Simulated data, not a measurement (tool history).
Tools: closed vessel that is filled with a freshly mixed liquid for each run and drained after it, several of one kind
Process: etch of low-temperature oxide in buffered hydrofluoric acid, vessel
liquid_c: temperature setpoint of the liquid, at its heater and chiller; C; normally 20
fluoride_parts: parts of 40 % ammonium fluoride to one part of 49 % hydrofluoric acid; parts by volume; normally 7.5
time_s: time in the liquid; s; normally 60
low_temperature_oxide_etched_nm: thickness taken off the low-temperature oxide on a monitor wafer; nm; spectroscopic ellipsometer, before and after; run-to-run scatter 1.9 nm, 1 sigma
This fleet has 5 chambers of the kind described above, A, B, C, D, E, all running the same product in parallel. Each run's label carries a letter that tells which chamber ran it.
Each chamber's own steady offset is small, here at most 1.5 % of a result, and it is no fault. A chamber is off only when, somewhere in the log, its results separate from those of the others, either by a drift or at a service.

run   hour  liquid_c  fluoride_parts  time_s  read-back film thickness of the low-temperature oxide reference wafer, read on the same gauge (nm)  low_temperature_oxide_etched_nm
 1D   11.7        20             7.5      60                                                                                              140.02                           194.96
 2A   23.2        20             7.5      60                                                                                              139.98                           193.27
 3B   29.1        20             7.5      60                                                                                              140.03                           192.18
 4C   35.6        20             7.5      60                                                                                              140.03                           193.08
      36.2  -- chamber C: thermometer replaced
 5E   42.7        20             7.5      60                                                                                              140.02                           197.31
 6D   54.5        20             7.5      60                                                                                              140.01                           194.77
 7A   62.1        20             7.5      60                                                                                              140.02                           195.64
 8C   68.4        20             7.5      60                                                                                                 140                           195.41
 9B   74.2        20             7.5      60                                                                                              140.06                           194.82
10E   80.4        20             7.5      60                                                                                              140.01                           196.84
11B   86.8        20             7.5      60                                                                                              139.97                           192.56
12E   97.4        18             7.5      50                                                                                              139.98                           146.84
13A  106.4        18             7.5      50                                                                                              140.01                            145.3
14C  113.8        18             7.5      50                                                                                                 140                           144.39
15D  122.1        18             7.5      50                                                                                              139.99                           145.87
16D    132        18             7.5      50                                                                                              140.05                           147.74
17B    143        20             7.5      60                                                                                              139.96                           194.65
18E  154.6        20             7.5      60                                                                                              140.01                           200.27
19C  166.1        20             9.5      35                                                                                                 140                           88.807
20A  175.5        20             9.5      35                                                                                              140.02                           90.837
21A  185.1        20             9.5      35                                                                                              140.03                           89.412
     186.6  -- chamber A: thermometer replaced
22B  194.1        20             9.5      35                                                                                              140.02                           89.727
23D  201.5        20             9.5      35                                                                                              139.98                            89.19
     209.7  -- chamber E: hydrofluoric acid flow meter replaced
24E  211.8        20             7.5      60                                                                                                 140                           204.53
     220.3  -- chamber D: thermometer replaced
25C  222.3        20             7.5      60                                                                                              140.01                           189.85
26A  229.2        20             7.5      60                                                                                              140.03                           196.75
27B  238.2        20             7.5      60                                                                                              139.98                           190.47
28E  244.2      22.5             7.5      60                                                                                                 140                           241.63
29D  255.3      22.5             7.5      60                                                                                              139.99                            223.1
30C  261.9      22.5             7.5      60                                                                                              139.98                           223.55

Is one chamber off against the others, does the gauge drift, or is nothing wrong? If a chamber is off, say which, and what the likeliest cause is.

It is chamber E that slowly wanders off from its peers.
Likeliest cause: liquid hotter than its thermometer reads (K) = 1.59.

Chamber E could run next with any of the 4 candidate recipes listed below; each alters the usual settings, and their results appear as question marks. Which one brings its results back in line with what the other chambers deliver on the usual settings?
A result is in line if it is within this distance of the other chambers' mean on the usual settings: low_temperature_oxide_etched_nm 6.6 nm
31E-1  270.9      19.5             7.5      55                                                                                                                                    ?
31E-2  270.9      19.5               8      55                                                                                                                                    ?
31E-3  270.9        21             6.5      60                                                                                                                                    ?
31E-4  270.9      20.5               7      60                                                                                                                                    ?

Usual-settings mean across the other chambers: low_temperature_oxide_etched_nm 193.65 nm
  run  low_temperature_oxide_etched_nm
31E-1                           190.45
31E-2                            177.7
31E-3                           258.94
31E-4                           236.29
Change 31E-1 lands the chamber within the allowed miss of the other chambers.
